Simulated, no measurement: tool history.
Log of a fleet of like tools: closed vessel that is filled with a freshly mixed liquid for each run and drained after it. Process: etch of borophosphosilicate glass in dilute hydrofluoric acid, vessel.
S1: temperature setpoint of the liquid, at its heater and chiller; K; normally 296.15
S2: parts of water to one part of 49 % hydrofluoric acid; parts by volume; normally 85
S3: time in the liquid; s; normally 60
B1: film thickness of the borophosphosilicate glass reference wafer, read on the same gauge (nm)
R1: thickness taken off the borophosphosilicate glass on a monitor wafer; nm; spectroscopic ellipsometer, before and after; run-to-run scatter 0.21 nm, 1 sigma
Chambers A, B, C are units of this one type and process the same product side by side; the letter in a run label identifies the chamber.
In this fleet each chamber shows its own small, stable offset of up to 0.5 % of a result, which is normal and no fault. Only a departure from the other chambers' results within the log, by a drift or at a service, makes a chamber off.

run   hour      S1  S2  S3      B1      R1
 1B    5.3  296.15  85  60  90.021  43.078
 2C   12.3  296.15  85  60  89.942  42.685
 3A   23.3  296.15  85  60  90.057  42.848
 4B   34.5  296.15  85  60  89.964  42.966
 5C   42.8  296.15  85  60  90.023  42.893
 6A   53.6  296.15  85  60  90.003  42.714
 7A   64.1  296.15  85  60  89.953  42.707
 8B   74.6  296.15  85  60  90.013  42.938
 9C     81  296.15  85  60  90.001  42.571
10B   92.4  296.15  85  60  89.973  42.898
11C   99.4  296.15  85  60  90.006  42.567
12A  105.9  296.15  85  60  89.998  42.876
13B  112.7  296.15  85  60  90.002  42.989
14A  121.2  296.15  85  60  89.963  43.246
15C    131  296.15  85  60  89.983  42.745
16A  136.8  296.15  85  60  90.038  43.115
17C  143.2  296.15  85  60  90.021  43.127
18B  150.3  296.15  85  60   89.95  43.033
19A  160.9  296.15  85  60  90.009  43.059
20B  168.2  296.15  85  60  90.017  42.475
21C  175.9  296.15  85  60  89.959   43.62
22B  185.9  296.15  85  60  90.011  43.181
23C  194.5  296.15  85  60  90.025  43.586
24A  203.3  296.15  85  60  90.027  42.845
25B  208.4  296.15  85  60  89.988  43.026
26A  213.6  296.15  85  60  90.036  42.837
27C  224.2  296.15  85  60  90.001  43.366
28A  232.2  296.15  85  60  89.985  43.114
29C  240.9  296.15  85  60  90.048  43.333
30B    250  296.15  60  75  90.018  78.718
31B  255.4  296.15  60  75  89.996  78.933
32C  263.5  296.15  60  75  90.001  80.655
33A  272.6  296.15  85  60   89.97   42.71
34B  283.9  296.15  85  60  90.013  42.959
35C  289.4  296.15  85  60  89.972  43.985
36A    295  296.15  85  60  89.993  42.506

For the next run the whole fleet of 3 chambers uses the same settings. Give each chamber's results:
37A  303.3  296.15  85  40       ?
37B  303.3  296.15  85  40       ?
37C  303.3  296.15  85  40       ?

run      R1
37A  28.461
37B  28.537
37C  29.533
